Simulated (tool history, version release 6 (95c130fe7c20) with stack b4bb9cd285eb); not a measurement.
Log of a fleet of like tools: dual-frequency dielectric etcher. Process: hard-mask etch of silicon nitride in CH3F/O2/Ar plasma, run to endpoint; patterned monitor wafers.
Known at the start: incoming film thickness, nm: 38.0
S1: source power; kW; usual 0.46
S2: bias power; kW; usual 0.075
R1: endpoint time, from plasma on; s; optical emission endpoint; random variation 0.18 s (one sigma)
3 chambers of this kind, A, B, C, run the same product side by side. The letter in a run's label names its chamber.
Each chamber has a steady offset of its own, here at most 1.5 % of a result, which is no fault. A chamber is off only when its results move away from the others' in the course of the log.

run	hour	S1	S2	R1
1A	4.2	0.46	0.075	51.617
2B	8.1	0.46	0.075	50.725
3C	16.2	0.46	0.075	51.909
4A	20.7	0.46	0.075	51.795
5B	26.1	0.46	0.075	50.715
6C	33.2	0.46	0.085	49.363
7C	39.6	0.46	0.085	49.689
8B	45.6	0.46	0.085	48.512
9A	52	0.46	0.075	51.671
10C	58.4	0.54	0.058	52.85
11A	63.7	0.54	0.058	52.604
12B	70.3	0.54	0.058	51.79
13B	74.3	0.46	0.075	50.469
14A	81.6	0.46	0.075	50.818
15C	88.3	0.39	0.057	60.324
16C	92.2	0.39	0.057	60.028
17B	99.6	0.39	0.057	59.312
18A	106.6	0.46	0.075	50.493
19A	113.4	0.46	0.075	49.928
20C	120.9	0.46	0.075	51.792

Is one chamber off against the others, does the gauge drift, or is nothing wrong? If a chamber is off, say which, and what the likeliest cause is.

Chamber A drifts away from the others.
Cause: etch rate over this chamber's usual, % = 3.98.

Here are 4 candidates for chamber A's next run, each the usual settings with a change, their results left as question marks. Which one brings its results back in line with what the others give on the usual settings?
In line means no further than this from the other chambers' mean on the usual settings: R1 0.63 s
21A-1	126.8	0.46	0.074	?
21A-2	126.8	0.48	0.078	?
21A-3	126.8	0.43	0.075	?
21A-4	126.8	0.47	0.075	?

The other chambers' mean on the usual settings: R1 51.25 s
run	R1
21A-1	50.038
21A-2	48.35
21A-3	51.083
21A-4	49.404
21A-3 brings the chamber back in line.
